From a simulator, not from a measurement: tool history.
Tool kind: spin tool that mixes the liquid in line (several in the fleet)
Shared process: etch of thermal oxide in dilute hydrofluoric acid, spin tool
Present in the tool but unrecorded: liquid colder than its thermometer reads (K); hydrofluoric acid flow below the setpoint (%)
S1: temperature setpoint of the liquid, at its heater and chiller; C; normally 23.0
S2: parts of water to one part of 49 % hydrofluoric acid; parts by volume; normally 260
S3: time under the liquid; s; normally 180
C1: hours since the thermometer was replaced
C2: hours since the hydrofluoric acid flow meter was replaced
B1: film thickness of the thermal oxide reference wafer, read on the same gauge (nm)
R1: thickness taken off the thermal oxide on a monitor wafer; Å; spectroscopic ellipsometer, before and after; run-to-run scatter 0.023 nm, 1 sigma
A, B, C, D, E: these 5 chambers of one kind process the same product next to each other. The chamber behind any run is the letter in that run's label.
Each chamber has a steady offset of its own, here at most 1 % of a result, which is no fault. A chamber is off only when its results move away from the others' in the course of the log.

run	hour	S1	S2	S3	C1	C2	B1	R1
1E	9.5	23.0	260	180	1053.4	1101.0	120.03	25.707
2D	19.2	23.0	260	180	643.2	202.0	120.00	26.130
3C	25.5	23.0	260	180	467.3	207.3	119.98	25.488
4A	31.2	23.0	260	180	1693.0	284.6	119.98	25.189
5B	39.3	23.0	260	180	1904.6	638.9	119.98	25.398
6A	46.4	23.0	260	180	1708.2	299.8	120.02	25.315
7C	56.6	23.0	260	180	498.4	238.4	119.97	25.784
8B	62.4	23.0	260	180	1927.7	662.0	120.00	25.510
# hour 64.2: chamber A: thermometer replaced
# hour 68.8: chamber B: thermometer replaced
9D	72.2	23.0	260	180	696.2	255.0	119.98	25.996
10E	77.8	23.0	260	180	1121.7	1169.3	120.03	25.531
11A	86.3	23.0	180	180	22.1	339.7	120.00	39.454
12B	93.2	23.0	180	180	24.5	692.8	120.02	40.594
13D	100.7	23.0	180	180	724.7	283.5	119.99	40.414
14C	106.1	23.0	180	180	547.9	287.9	119.99	39.337
15E	116.4	23.0	180	180	1160.3	1207.9	119.99	39.535
16D	124.4	23.0	260	180	748.4	307.2	120.00	26.262
17A	130.4	23.0	260	180	66.2	383.8	120.01	25.469
18E	135.8	26.5	260	180	1179.7	1227.3	119.99	28.607
19B	145.2	26.5	260	180	76.5	744.8	119.98	28.522
20C	155.4	26.5	260	180	597.2	337.2	119.98	27.827
21B	160.2	26.5	260	180	91.5	759.8	120.00	28.946
22E	169.4	26.5	260	180	1213.3	1260.9	119.98	29.320
23C	178.5	23.0	260	180	620.3	360.3	120.00	24.086
24A	188.7	23.0	260	180	124.5	442.1	120.00	25.521
25D	194.4	23.0	260	180	818.4	377.2	119.99	25.912
26A	203.8	23.0	260	180	139.6	457.2	119.99	25.761
27C	212.3	23.0	260	180	654.1	394.1	119.99	23.507
# hour 214.5: chamber D: thermometer replaced
28B	222.7	23.0	175	180	154.0	822.3	120.03	42.074
29D	232.2	23.0	175	180	17.8	415.0	119.97	41.731
30E	242.2	23.0	175	180	1286.1	1333.7	120.03	41.164

All chambers now run identical settings, listed one chamber a line with results as question marks. What results will each chamber show?
31A	250.1	25.5	260	180				?
31B	250.1	25.5	260	180				?
31C	250.1	25.5	260	180				?
31D	250.1	25.5	260	180				?
31E	250.1	25.5	260	180				?

run	R1
31A	27.705
31B	27.860
31C	25.059
31D	27.806
31E	27.687
